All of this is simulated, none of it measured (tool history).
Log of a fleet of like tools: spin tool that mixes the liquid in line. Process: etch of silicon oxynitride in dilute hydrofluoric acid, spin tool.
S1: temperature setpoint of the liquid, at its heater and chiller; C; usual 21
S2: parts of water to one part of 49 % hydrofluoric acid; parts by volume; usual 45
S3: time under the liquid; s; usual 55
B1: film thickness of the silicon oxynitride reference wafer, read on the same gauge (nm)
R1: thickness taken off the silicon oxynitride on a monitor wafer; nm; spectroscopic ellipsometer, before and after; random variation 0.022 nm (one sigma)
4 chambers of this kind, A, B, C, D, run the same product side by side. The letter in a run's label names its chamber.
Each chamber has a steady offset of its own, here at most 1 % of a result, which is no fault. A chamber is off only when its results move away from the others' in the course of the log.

run,hour,S1,S2,S3,B1,R1
1B,5.2,21,45,55,79.989,3.8481
# hour 8.8: chamber A: thermometer replaced
2D,9.3,21,45,55,80.01,3.9068
3A,17.2,21,45,55,80.008,3.8986
4C,22.4,21,45,55,80,3.8918
5B,28.9,21,45,55,80.006,3.8146
6C,35.6,21,45,55,80,3.8863
7A,39.7,19,30,55,80.012,5.3379
8D,46.7,19,30,55,79.992,5.3544
9A,50.7,19,30,55,80.005,5.3495
10D,55,19,30,55,80.003,5.3593
11B,62.4,21,45,55,80,3.8491
12C,67.7,21,25,55,79.992,7.0204
# hour 70.7: chamber B: hydrofluoric acid flow meter replaced
13A,73.4,21,25,55,80.006,7.2071
14B,78.7,21,25,55,80,7.1465
15C,85.1,21,25,55,79.993,7.0523
16D,90.6,21,45,55,80.01,3.9447
17C,95,21,45,80,80.001,5.6872
18D,100.2,21,45,80,79.996,5.6583
19B,107.4,21,45,80,80,5.5675
20A,111.4,21,45,80,80.006,5.7061
21A,116,21,45,55,79.986,3.9179
22C,121.5,21,45,55,79.985,3.8937
23D,125.7,21,45,55,79.978,3.9146
24B,133.9,21,45,55,79.99,3.8433

Next, every chamber runs the same settings. What will each give?
25A,139.9,21,45,35,,?
25B,139.9,21,45,35,,?
25C,139.9,21,45,35,,?
25D,139.9,21,45,35,,?

run,R1
25A,2.4607
25B,2.4424
25C,2.4775
25D,2.4644

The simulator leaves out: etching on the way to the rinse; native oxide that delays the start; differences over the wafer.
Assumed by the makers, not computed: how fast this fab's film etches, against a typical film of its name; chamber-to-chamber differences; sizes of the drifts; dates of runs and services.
